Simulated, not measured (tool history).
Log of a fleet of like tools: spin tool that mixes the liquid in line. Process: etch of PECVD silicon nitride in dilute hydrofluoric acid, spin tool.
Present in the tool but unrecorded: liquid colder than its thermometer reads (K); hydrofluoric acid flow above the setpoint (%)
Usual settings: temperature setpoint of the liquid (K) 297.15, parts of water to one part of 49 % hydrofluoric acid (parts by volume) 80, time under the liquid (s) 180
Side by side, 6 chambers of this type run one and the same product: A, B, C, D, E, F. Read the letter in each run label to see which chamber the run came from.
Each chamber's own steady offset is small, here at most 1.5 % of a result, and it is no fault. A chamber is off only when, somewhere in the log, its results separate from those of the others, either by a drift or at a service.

run	day	temperature setpoint of the liquid (K)	parts of water to one part of 49 % hydrofluoric acid (parts by volume)	time under the liquid (s)	hours since the thermometer was replaced	hours since the hydrofluoric acid flow meter was replaced	read-back film thickness of the PECVD silicon nitride reference wafer, read on the same gauge (nm)	thickness taken off the PECVD silicon nitride on a monitor wafer (nm)
1B	0.388	297.15	80	180	588.0	1345.2	100.010	12.7610
2D	0.758	297.15	80	180	1447.5	457.5	99.987	12.7580
3E	1.192	297.15	80	180	617.4	303.3	100.020	12.8640
4F	1.825	297.15	80	180	711.8	179.8	99.986	12.6630
5C	2.258	297.15	80	180	798.9	1453.2	99.981	12.5940
6A	2.662	297.15	80	180	698.5	170.6	100.020	12.7530
7E	3.258	297.15	80	180	667.0	352.9	99.984	12.7870
# day 3.600: chamber A: thermometer replaced
8F	3.683	297.15	80	180	756.4	224.4	100.020	12.8240
9C	4.158	297.15	80	180	844.5	1498.8	99.997	12.8970
10B	4.479	297.15	80	180	686.2	1443.4	99.999	12.7220
11A	4.962	297.15	80	180	32.8	225.8	99.965	12.9460
12D	5.292	297.15	80	180	1556.3	566.3	100.000	12.6400
13C	5.667	297.15	80	180	880.7	1535.0	100.030	12.9140
14F	6.142	297.15	80	180	815.4	283.4	100.040	12.9740
15E	6.733	297.15	80	180	750.4	436.3	100.030	12.8040
16B	7.333	297.15	80	180	754.7	1511.9	99.998	12.7650
17A	7.812	297.15	80	180	101.2	294.2	100.000	13.0170
18D	8.200	297.15	80	180	1626.1	636.1	100.010	12.6470
19D	8.712	297.15	65	225	1638.4	648.4	100.010	19.3890
20B	9.150	297.15	65	225	798.3	1555.5	100.010	19.7060
21F	9.496	297.15	65	225	895.9	363.9	99.974	19.7200
# day 9.788: chamber D: hydrofluoric acid flow meter replaced
22A	10.054	297.15	65	225	155.0	348.0	100.020	19.7130
23E	10.588	297.15	65	225	842.9	528.8	100.000	19.8490
24C	11.154	297.15	65	225	1012.4	1666.7	100.000	20.0540
# day 11.221: chamber B: hydrofluoric acid flow meter replaced
25C	11.492	297.15	80	110	1020.5	1674.8	100.020	8.1080
26E	11.917	297.15	80	110	874.8	560.7	99.985	7.7803
27D	12.242	297.15	80	110	1723.1	59.0	99.988	7.7929
28B	12.779	297.15	80	110	885.4	37.4	99.996	7.7681
29F	13.225	297.15	80	110	985.4	453.4	100.000	7.8264
30A	13.667	297.15	80	110	241.7	434.7	99.974	7.8446
31B	14.179	297.15	115	180	919.0	71.0	99.979	8.8656
32E	14.638	297.15	115	180	940.1	626.0	99.972	8.9219
33F	14.950	297.15	115	180	1026.8	494.8	99.991	8.8741
34A	15.421	297.15	115	180	283.8	476.8	99.987	9.0153
35D	15.812	297.15	115	180	1808.8	144.7	100.000	8.8747
36C	16.371	297.15	115	180	1137.6	1791.9	100.010	9.3800
37A	16.846	297.15	80	180	318.0	511.0	99.993	12.9500
38F	17.354	297.15	80	180	1084.5	552.5	99.982	12.7020
39C	17.896	292.65	40	180	1174.2	1828.5	100.020	19.1760

Read the log: is a single chamber off, either drifting away or since a service, is the gauge that measures every chamber drifting, or is nothing wrong beyond small per-chamber offsets? Name any odd chamber and what most likely caused it.

One chamber, C, drifts off from the rest bit by bit.
Likeliest cause: hydrofluoric acid flow above the setpoint (%) = 7.34.
With only this log, it may be confused with: liquid hotter than its thermometer reads (K).

Chamber C could run next with any of the 4 candidate recipes listed below; each alters the usual settings, and their results appear as question marks. Which one brings its results back in line with what the other chambers deliver on the usual settings?
Allowed miss from the other chambers' usual-settings mean, per result, to count as in line: thickness taken off the PECVD silicon nitride on a monitor wafer (nm) 0.2500
40C-1	18.350	297.15	80	175				?
40C-2	18.350	297.15	85	180				?
40C-3	18.350	297.15	80	185				?
40C-4	18.350	297.15	80	190				?

The mean the other chambers reach with the usual settings: thickness taken off the PECVD silicon nitride on a monitor wafer (nm) 12.7730
run	thickness taken off the PECVD silicon nitride on a monitor wafer (nm)
40C-1	13.2550
40C-2	12.8540
40C-3	14.0120
40C-4	14.3910
The answer is 40C-2, which returns the chamber to within the allowed miss of the others.
